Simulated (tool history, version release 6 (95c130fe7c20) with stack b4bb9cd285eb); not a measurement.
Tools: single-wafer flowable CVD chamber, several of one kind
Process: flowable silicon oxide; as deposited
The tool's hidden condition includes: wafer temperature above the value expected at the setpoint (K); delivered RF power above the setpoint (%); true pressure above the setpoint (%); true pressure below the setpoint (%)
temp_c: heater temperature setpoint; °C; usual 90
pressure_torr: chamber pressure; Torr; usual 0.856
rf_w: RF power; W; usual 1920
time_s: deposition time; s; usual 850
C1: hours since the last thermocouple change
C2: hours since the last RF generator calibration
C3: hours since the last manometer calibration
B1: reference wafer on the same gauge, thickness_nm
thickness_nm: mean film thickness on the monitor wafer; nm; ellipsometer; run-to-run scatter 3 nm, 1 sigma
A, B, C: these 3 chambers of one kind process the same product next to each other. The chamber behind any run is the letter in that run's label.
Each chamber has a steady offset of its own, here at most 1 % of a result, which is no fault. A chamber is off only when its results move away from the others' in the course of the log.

{"run": "1C", "day": 0.279, "temp_c": 90, "pressure_torr": 0.856, "rf_w": 1920, "time_s": 850, "C1": 78.7, "C2": 685.7, "C3": 1040.5, "B1": 775.3, "thickness_nm": 773.91}
{"run": "2B", "day": 0.554, "temp_c": 90, "pressure_torr": 0.856, "rf_w": 1920, "time_s": 850, "C1": 1336.9, "C2": 312.4, "C3": 999.9, "B1": 776.03, "thickness_nm": 775.63}
{"run": "3A", "day": 0.996, "temp_c": 90, "pressure_torr": 0.856, "rf_w": 1920, "time_s": 850, "C1": 346.7, "C2": 1419.6, "C3": 494.2, "B1": 776.39, "thickness_nm": 783.7}
{"run": "4B", "day": 1.4, "temp_c": 90, "pressure_torr": 0.856, "rf_w": 1920, "time_s": 850, "C1": 1357.2, "C2": 332.7, "C3": 1020.2, "B1": 776.11, "thickness_nm": 776.82}
{"run": "5C", "day": 1.712, "temp_c": 90, "pressure_torr": 0.973, "rf_w": 1920, "time_s": 701, "C1": 113.1, "C2": 720.1, "C3": 1074.9, "B1": 775.89, "thickness_nm": 747.57}
{"run": "6A", "day": 2.129, "temp_c": 90, "pressure_torr": 0.973, "rf_w": 1920, "time_s": 701, "C1": 373.9, "C2": 1446.8, "C3": 521.4, "B1": 776.27, "thickness_nm": 762.53}
{"run": "7B", "day": 2.571, "temp_c": 90, "pressure_torr": 0.973, "rf_w": 1920, "time_s": 701, "C1": 1385.3, "C2": 360.8, "C3": 1048.3, "B1": 775.99, "thickness_nm": 746.93}
{"day": 3.004, "done": "chamber A: RF generator calibrated"}
{"run": "8A", "day": 3.117, "temp_c": 90, "pressure_torr": 0.856, "rf_w": 1920, "time_s": 850, "C1": 397.6, "C2": 2.7, "C3": 545.1, "B1": 775.72, "thickness_nm": 782.87}
{"run": "9C", "day": 3.475, "temp_c": 90, "pressure_torr": 0.856, "rf_w": 1920, "time_s": 850, "C1": 155.4, "C2": 762.4, "C3": 1117.2, "B1": 775.21, "thickness_nm": 780.15}
{"run": "10B", "day": 3.767, "temp_c": 90, "pressure_torr": 0.856, "rf_w": 1920, "time_s": 850, "C1": 1414, "C2": 389.5, "C3": 1077, "B1": 776.43, "thickness_nm": 776.09}
{"run": "11C", "day": 4.175, "temp_c": 90, "pressure_torr": 0.856, "rf_w": 2205, "time_s": 850, "C1": 172.2, "C2": 779.2, "C3": 1134, "B1": 775.51, "thickness_nm": 808.05}
{"run": "12A", "day": 4.7, "temp_c": 90, "pressure_torr": 0.856, "rf_w": 2205, "time_s": 850, "C1": 435.6, "C2": 40.7, "C3": 583.1, "B1": 775.74, "thickness_nm": 803.01}
{"run": "13C", "day": 5.138, "temp_c": 90, "pressure_torr": 0.856, "rf_w": 2205, "time_s": 850, "C1": 195.3, "C2": 802.3, "C3": 1157.1, "B1": 776.38, "thickness_nm": 809.69}
{"run": "14B", "day": 5.488, "temp_c": 90, "pressure_torr": 0.856, "rf_w": 1920, "time_s": 988, "C1": 1455.3, "C2": 430.8, "C3": 1118.3, "B1": 775.9, "thickness_nm": 900.82}
{"run": "15A", "day": 5.912, "temp_c": 90, "pressure_torr": 0.856, "rf_w": 1920, "time_s": 988, "C1": 464.7, "C2": 69.8, "C3": 612.2, "B1": 775.8, "thickness_nm": 912.94}
{"run": "16B", "day": 6.35, "temp_c": 90, "pressure_torr": 0.856, "rf_w": 1920, "time_s": 988, "C1": 1476, "C2": 451.5, "C3": 1139, "B1": 775.9, "thickness_nm": 902.26}
{"run": "17A", "day": 6.792, "temp_c": 90, "pressure_torr": 0.856, "rf_w": 1920, "time_s": 850, "C1": 485.8, "C2": 90.9, "C3": 633.3, "B1": 774.74, "thickness_nm": 784.41}
{"run": "18C", "day": 7.246, "temp_c": 90, "pressure_torr": 0.856, "rf_w": 1920, "time_s": 850, "C1": 245.9, "C2": 852.9, "C3": 1207.7, "B1": 775.6, "thickness_nm": 791.18}
{"day": 7.262, "done": "chamber C: RF generator calibrated"}
{"run": "19C", "day": 7.604, "temp_c": 100, "pressure_torr": 0.856, "rf_w": 1920, "time_s": 850, "C1": 254.5, "C2": 8.2, "C3": 1216.3, "B1": 775.63, "thickness_nm": 571.07}
{"run": "20A", "day": 7.879, "temp_c": 100, "pressure_torr": 0.856, "rf_w": 1920, "time_s": 850, "C1": 511.9, "C2": 117, "C3": 659.4, "B1": 776.06, "thickness_nm": 560.52}
{"run": "21B", "day": 8.267, "temp_c": 100, "pressure_torr": 0.856, "rf_w": 1920, "time_s": 850, "C1": 1522, "C2": 497.5, "C3": 1185, "B1": 776.53, "thickness_nm": 561.51}
{"run": "22C", "day": 8.808, "temp_c": 90, "pressure_torr": 0.856, "rf_w": 1920, "time_s": 850, "C1": 283.4, "C2": 37.1, "C3": 1245.2, "B1": 776.22, "thickness_nm": 797.6}
{"run": "23A", "day": 9.279, "temp_c": 90, "pressure_torr": 0.856, "rf_w": 1920, "time_s": 850, "C1": 545.5, "C2": 150.6, "C3": 693, "B1": 776.36, "thickness_nm": 778.8}
{"run": "24B", "day": 9.762, "temp_c": 90, "pressure_torr": 0.856, "rf_w": 1920, "time_s": 850, "C1": 1557.9, "C2": 533.4, "C3": 1220.9, "B1": 775.62, "thickness_nm": 781.07}
{"run": "25C", "day": 10.2, "temp_c": 82, "pressure_torr": 0.856, "rf_w": 1920, "time_s": 850, "C1": 316.8, "C2": 70.5, "C3": 1278.6, "B1": 775.4, "thickness_nm": 1015.8}
{"run": "26B", "day": 10.475, "temp_c": 82, "pressure_torr": 0.856, "rf_w": 1920, "time_s": 850, "C1": 1575, "C2": 550.5, "C3": 1238, "B1": 776.39, "thickness_nm": 984.39}
{"run": "27A", "day": 10.804, "temp_c": 82, "pressure_torr": 0.856, "rf_w": 1920, "time_s": 850, "C1": 582.1, "C2": 187.2, "C3": 729.6, "B1": 775.59, "thickness_nm": 996.18}
{"run": "28A", "day": 11.279, "temp_c": 90, "pressure_torr": 0.961, "rf_w": 1730, "time_s": 850, "C1": 593.5, "C2": 198.6, "C3": 741, "B1": 775.58, "thickness_nm": 880.63}
{"run": "29B", "day": 11.667, "temp_c": 90, "pressure_torr": 0.961, "rf_w": 1730, "time_s": 850, "C1": 1603.6, "C2": 579.1, "C3": 1266.6, "B1": 775.36, "thickness_nm": 868.58}
{"run": "30C", "day": 11.908, "temp_c": 90, "pressure_torr": 0.961, "rf_w": 1730, "time_s": 850, "C1": 357.8, "C2": 111.5, "C3": 1319.6, "B1": 775.94, "thickness_nm": 911.27}
{"run": "31C", "day": 12.383, "temp_c": 90, "pressure_torr": 0.856, "rf_w": 1920, "time_s": 850, "C1": 369.2, "C2": 122.9, "C3": 1331, "B1": 776.05, "thickness_nm": 807.84}
{"run": "32A", "day": 12.762, "temp_c": 90, "pressure_torr": 0.856, "rf_w": 1920, "time_s": 850, "C1": 629.1, "C2": 234.2, "C3": 776.6, "B1": 776.33, "thickness_nm": 781.66}

All chambers now run identical settings, listed one chamber a line with results as question marks. What results will each chamber show?
{"run": "33A", "day": 13.154, "temp_c": 90, "pressure_torr": 1.058, "rf_w": 1920, "time_s": 850, "thickness_nm": "?"}
{"run": "33B", "day": 13.154, "temp_c": 90, "pressure_torr": 1.058, "rf_w": 1920, "time_s": 850, "thickness_nm": "?"}
{"run": "33C", "day": 13.154, "temp_c": 90, "pressure_torr": 1.058, "rf_w": 1920, "time_s": 850, "thickness_nm": "?"}

run=33A thickness_nm=1021.4
run=33B thickness_nm=1001.3
run=33C thickness_nm=1039.1
